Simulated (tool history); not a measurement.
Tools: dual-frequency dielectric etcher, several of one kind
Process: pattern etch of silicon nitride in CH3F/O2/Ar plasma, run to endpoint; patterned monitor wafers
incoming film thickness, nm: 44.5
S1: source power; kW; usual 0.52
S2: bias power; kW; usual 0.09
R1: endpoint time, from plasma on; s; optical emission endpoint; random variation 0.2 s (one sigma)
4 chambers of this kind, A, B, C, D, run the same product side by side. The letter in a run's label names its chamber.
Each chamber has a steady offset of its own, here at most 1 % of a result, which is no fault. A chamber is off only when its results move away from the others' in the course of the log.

run,hour,S1,S2,R1
1C,10.3,0.52,0.09,53.879
2A,18.3,0.52,0.09,54.377
3B,25.1,0.52,0.09,53.776
4D,38.5,0.52,0.09,54.291
5B,45.9,0.52,0.09,53.913
6C,54.3,0.52,0.09,53.936
# hour 61.4: chamber B: wet clean of the chamber
7D,67.5,0.58,0.09,52.24
8A,77.9,0.58,0.09,51.796
# hour 88: chamber D: wet clean of the chamber
9C,89.7,0.58,0.09,51.536
10B,96.3,0.58,0.09,52.033
11D,107.2,0.52,0.09,51.55
12A,116.4,0.57,0.098,50.984
13D,124.8,0.57,0.098,48.375
14A,137,0.57,0.098,50.64
15B,145.6,0.57,0.098,50.647
16C,152.1,0.52,0.09,54.118
17B,164.4,0.52,0.09,53.97
18A,176.6,0.64,0.072,53.7
19D,184.8,0.64,0.072,51.607
20C,194.7,0.64,0.072,53.415
21D,206,0.64,0.072,51.807
22B,213.2,0.52,0.09,53.887
23C,223,0.52,0.09,53.681
24A,229.2,0.61,0.068,56.202
25B,235.8,0.61,0.068,55.706
26C,247.4,0.61,0.068,55.497
27D,256.1,0.61,0.068,53.234
28A,264.9,0.52,0.09,54.002
29A,273.6,0.52,0.09,53.94
30D,286.8,0.52,0.09,51.921

Next, every chamber runs the same settings. What will each give?
31A,296.8,0.47,0.09,?
31B,296.8,0.47,0.09,?
31C,296.8,0.47,0.09,?
31D,296.8,0.47,0.09,?

run,R1
31A,56.09
31B,56.159
31C,55.488
31D,53.518

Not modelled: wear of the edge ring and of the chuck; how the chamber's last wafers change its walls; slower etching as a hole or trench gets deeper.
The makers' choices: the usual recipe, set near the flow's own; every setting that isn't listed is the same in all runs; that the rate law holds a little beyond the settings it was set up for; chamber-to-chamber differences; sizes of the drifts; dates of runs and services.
